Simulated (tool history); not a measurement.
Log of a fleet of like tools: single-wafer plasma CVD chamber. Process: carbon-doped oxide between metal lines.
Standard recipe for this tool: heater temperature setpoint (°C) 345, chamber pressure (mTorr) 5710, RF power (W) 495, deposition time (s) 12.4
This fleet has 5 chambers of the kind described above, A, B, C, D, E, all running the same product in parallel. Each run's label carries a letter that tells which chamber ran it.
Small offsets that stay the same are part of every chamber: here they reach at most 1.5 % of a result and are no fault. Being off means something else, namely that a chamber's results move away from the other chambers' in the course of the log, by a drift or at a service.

| run | hour | heater temperature setpoint (°C) | chamber pressure (mTorr) | RF power (W) | deposition time (s) | hours since the last thermocouple change | hours since the last RF generator calibration | hours since the last manometer calibration | read-back reference wafer on the same gauge, thickness_nm | mean film thickness on the monitor wafer (Å) |
|---|---|---|---|---|---|---|---|---|---|---|
| 1D | 6.1 | 345 | 5710 | 495 | 12.4 | 1371 | 60.6 | 957.2 | 59.009 | 664.1 |
| 2E | 10.9 | 345 | 5710 | 495 | 12.4 | 188.7 | 1866.9 | 1508.4 | 58.988 | 667.78 |
| 3A | 15.7 | 345 | 5710 | 495 | 12.4 | 826.6 | 189.5 | 805 | 59.001 | 657.32 |
| 4C | 23.1 | 345 | 5710 | 495 | 12.4 | 663.2 | 1975.7 | 1668.5 | 58.996 | 662.09 |
| 5B | 30.9 | 345 | 5000 | 495 | 12.4 | 380.2 | 1220.5 | 1858.3 | 59.013 | 647.29 |
| 6B | 35.2 | 345 | 5000 | 495 | 12.4 | 384.5 | 1224.8 | 1862.6 | 59.034 | 650.15 |
| 7D | 40.5 | 345 | 5000 | 495 | 12.4 | 1405.4 | 95 | 991.6 | 58.991 | 653.51 |
| 8A | 48.9 | 345 | 5000 | 495 | 12.4 | 859.8 | 222.7 | 838.2 | 58.983 | 646.03 |
| 9E | 55 | 345 | 5000 | 495 | 12.4 | 232.8 | 1911 | 1552.5 | 59.009 | 655.14 |
|  | 56.5 | chamber A: thermocouple changed; heater temperature recalibrated |
| 10C | 59.5 | 345 | 5710 | 495 | 12.4 | 699.6 | 2012.1 | 1704.9 | 58.983 | 666.37 |
| 11A | 64.1 | 345 | 5710 | 495 | 12.4 | 7.6 | 237.9 | 853.4 | 59.03 | 656.64 |
| 12E | 68.7 | 345 | 5710 | 495 | 12.4 | 246.5 | 1924.7 | 1566.2 | 59.024 | 667.6 |
|  | 69.5 | chamber C: capacitance manometer re-zeroed and calibrated |
| 13B | 75.8 | 345 | 5710 | 495 | 12.4 | 425.1 | 1265.4 | 1903.2 | 59.087 | 659.93 |
| 14C | 80.7 | 345 | 5710 | 495 | 12.4 | 720.8 | 2033.3 | 11.2 | 58.956 | 663.98 |
| 15D | 85.8 | 345 | 5710 | 495 | 12.4 | 1450.7 | 140.3 | 1036.9 | 59.064 | 668.82 |
| 16B | 90.7 | 345 | 5710 | 495 | 12.4 | 440 | 1280.3 | 1918.1 | 59 | 659.67 |
| 17A | 97.9 | 345 | 5710 | 495 | 12.4 | 41.4 | 271.7 | 887.2 | 59.006 | 661.9 |
| 18E | 106.1 | 360 | 5710 | 440 | 12.4 | 283.9 | 1962.1 | 1603.6 | 59.011 | 592.06 |
| 19C | 112.1 | 360 | 5710 | 440 | 12.4 | 752.2 | 2064.7 | 42.6 | 59.018 | 585.99 |
| 20D | 117.8 | 360 | 5710 | 440 | 12.4 | 1482.7 | 172.3 | 1068.9 | 58.961 | 591.26 |
| 21C | 125.8 | 360 | 5710 | 440 | 12.4 | 765.9 | 2078.4 | 56.3 | 58.951 | 590.05 |
| 22E | 131.8 | 360 | 5710 | 440 | 12.4 | 309.6 | 1987.8 | 1629.3 | 58.944 | 589.05 |
| 23A | 141 | 334 | 6240 | 495 | 12.4 | 84.5 | 314.8 | 930.3 | 58.988 | 692.34 |
| 24D | 146.1 | 334 | 6240 | 495 | 12.4 | 1511 | 200.6 | 1097.2 | 58.986 | 698.88 |
| 25B | 150.4 | 334 | 6240 | 495 | 12.4 | 499.7 | 1340 | 1977.8 | 58.961 | 691.27 |
|  | 153.4 | chamber A: capacitance manometer re-zeroed and calibrated |
| 26E | 157.2 | 334 | 6240 | 495 | 12.4 | 335 | 2013.2 | 1654.7 | 58.978 | 702.32 |
| 27B | 162.5 | 334 | 6240 | 495 | 12.4 | 511.8 | 1352.1 | 1989.9 | 59.027 | 690.64 |
| 28C | 167.8 | 345 | 5710 | 495 | 10.4 | 807.9 | 2120.4 | 98.3 | 58.995 | 558.56 |
| 29A | 173.6 | 345 | 5710 | 495 | 10.4 | 117.1 | 347.4 | 20.3 | 59.008 | 555.97 |
| 30D | 178.7 | 345 | 5710 | 495 | 10.4 | 1543.6 | 233.2 | 1129.8 | 58.958 | 558.55 |
| 31A | 187.4 | 345 | 5710 | 495 | 10.4 | 130.9 | 361.2 | 34.1 | 59.015 | 555.82 |
| 32B | 194.2 | 345 | 5710 | 495 | 10.4 | 543.5 | 1383.8 | 2021.6 | 59.023 | 553.93 |
|  | 200.5 | chamber E: RF generator calibrated |
| 33E | 200.5 | 358 | 5710 | 495 | 12.4 | 378.3 | 0 | 1698 | 58.98 | 640.96 |
| 34C | 207.8 | 358 | 5710 | 495 | 12.4 | 847.9 | 2160.4 | 138.3 | 58.999 | 641.75 |
| 35D | 213.5 | 358 | 5710 | 495 | 12.4 | 1578.4 | 268 | 1164.6 | 58.977 | 642.54 |
| 36D | 219.4 | 358 | 5710 | 495 | 12.4 | 1584.3 | 273.9 | 1170.5 | 59.026 | 642.23 |
| 37B | 224.7 | 358 | 5710 | 495 | 12.4 | 574 | 1414.3 | 2052.1 | 59.017 | 634.48 |
| 38A | 231.7 | 345 | 5710 | 495 | 12.4 | 175.2 | 405.5 | 78.4 | 58.984 | 660.91 |
| 39E | 240.7 | 345 | 5710 | 495 | 12.4 | 418.5 | 40.2 | 1738.2 | 58.984 | 663.37 |
| 40C | 245.2 | 345 | 5710 | 495 | 12.4 | 885.3 | 2197.8 | 175.7 | 59.009 | 663.39 |
| 41A | 254.2 | 345 | 5710 | 590 | 14.2 | 197.7 | 428 | 100.9 | 58.962 | 842.26 |
| 42E | 259.4 | 345 | 5710 | 590 | 14.2 | 437.2 | 58.9 | 1756.9 | 58.985 | 840.83 |
| 43B | 265.8 | 345 | 5710 | 590 | 14.2 | 615.1 | 1455.4 | 2093.2 | 59.014 | 847.27 |
| 44D | 273.2 | 345 | 5710 | 590 | 14.2 | 1638.1 | 327.7 | 1224.3 | 59.03 | 845.34 |

Does one chamber stand apart from the rest, does the shared gauge drift, or is all well apart from small per-chamber offsets? Give the chamber and the most likely cause, where there is one.

No chamber stands off beyond its own small offset, and the gauge holds steady.
